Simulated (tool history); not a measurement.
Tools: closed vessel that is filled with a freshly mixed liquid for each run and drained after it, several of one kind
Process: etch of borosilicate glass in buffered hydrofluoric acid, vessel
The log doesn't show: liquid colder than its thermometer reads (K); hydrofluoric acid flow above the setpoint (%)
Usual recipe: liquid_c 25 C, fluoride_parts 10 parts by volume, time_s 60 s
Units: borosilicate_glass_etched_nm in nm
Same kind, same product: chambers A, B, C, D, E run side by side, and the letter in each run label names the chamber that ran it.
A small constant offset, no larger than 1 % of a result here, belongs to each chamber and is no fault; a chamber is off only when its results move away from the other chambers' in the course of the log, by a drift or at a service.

run	hour	liquid_c	fluoride_parts	time_s	hours since the thermometer was replaced	hours since the hydrofluoric acid flow meter was replaced	read-back film thickness of the borosilicate glass reference wafer, read on the same gauge (nm)	borosilicate_glass_etched_nm
1A	4.5	25	10	60	825.5	758.5	79.99	78.416
2D	8.9	25	10	60	1075.6	1052.4	79.984	79.052
3B	12.5	25	10	60	250.7	782	79.996	78.402
4C	16.3	25	10	60	515.7	1884.2	79.981	78.826
5E	21	25	6.5	35	410.4	1572.5	79.994	69.449
6B	25.7	25	6.5	35	263.9	795.2	80.015	68.812
7A	30.2	25	6.5	35	851.2	784.2	80.007	70.024
8D	35.1	25	6.5	35	1101.8	1078.6	79.985	69.298
9C	38.5	25	6.5	35	537.9	1906.4	80.022	69.456
10E	42	25	10	60	431.4	1593.5	80.003	78.796
11C	44.7	25	10	60	544.1	1912.6	79.998	78.363
12B	49.7	25	10	60	287.9	819.2	80.009	78.253
# hour 51.4: chamber E: hydrofluoric acid flow meter replaced
13E	54.2	25	10	60	443.6	2.9	80.015	79.633
14D	58.8	25	10	60	1125.5	1102.3	79.996	79.173
15A	63.2	25	8.5	60	884.2	817.2	80.014	90.931
16B	65.9	25	8.5	60	304.1	835.4	80.006	89.83
17C	68.2	25	8.5	60	567.6	1936.1	80.011	91.349
18E	72	25	8.5	60	461.4	20.7	80.007	90.161
19A	76.1	25	8.5	60	897.1	830.1	80.01	91.306
20D	80.5	25	10	60	1147.2	1124	80.006	78.708
21B	84	25	10	60	322.2	853.5	79.999	79.252
22A	86.8	25	10	60	907.8	840.8	80.004	79.843
23C	89.4	25	10	60	588.8	1957.3	80.011	79.033
24E	91.6	25	10	60	481	40.3	80.016	78.624
25D	96.3	25	10	60	1163	1139.8	80.024	78.605
26E	101	25	10	60	490.4	49.7	79.978	77.015
27D	105.3	25	10	60	1172	1148.8	79.999	79.335
28B	107.8	25	10	60	346	877.3	80.001	78.321
29A	112.2	25	10	60	933.2	866.2	79.996	79.959
30C	115.6	25	10	60	615	1983.5	80.017	78.994
31D	118.5	25	10	60	1185.2	1162	79.996	79.663
32A	122.9	25	10	60	943.9	876.9	79.99	79.269
33B	125.8	23.5	8.5	60	364	895.3	79.983	83.02
34E	130.4	23.5	8.5	60	519.8	79.1	80.005	82.901
35C	132.8	23.5	8.5	60	632.2	2000.7	80.006	83.735
36B	135.1	23.5	8.5	60	373.3	904.6	79.987	83.052
37D	139	23.5	8.5	60	1205.7	1182.5	80.013	82.617
38A	142.8	25	10	60	963.8	896.8	80.024	78.954
39E	145.1	25	10	60	534.5	93.8	79.996	78.524
40C	147.5	25	10	60	646.9	2015.4	79.982	79.083
41D	149.9	25	10	60	1216.6	1193.4	80.016	79.838
42B	154	25	10	60	392.2	923.5	80.014	78.308
43C	156.7	29	10	30	656.1	2024.6	79.989	48.767

What goes on in this fleet: one chamber off, a drifting gauge, or nothing beyond the chambers' own small offsets? Name the chamber and the cause, if any.

The fleet is healthy, with each chamber sitting at its usual small offset and no drift in the gauge.

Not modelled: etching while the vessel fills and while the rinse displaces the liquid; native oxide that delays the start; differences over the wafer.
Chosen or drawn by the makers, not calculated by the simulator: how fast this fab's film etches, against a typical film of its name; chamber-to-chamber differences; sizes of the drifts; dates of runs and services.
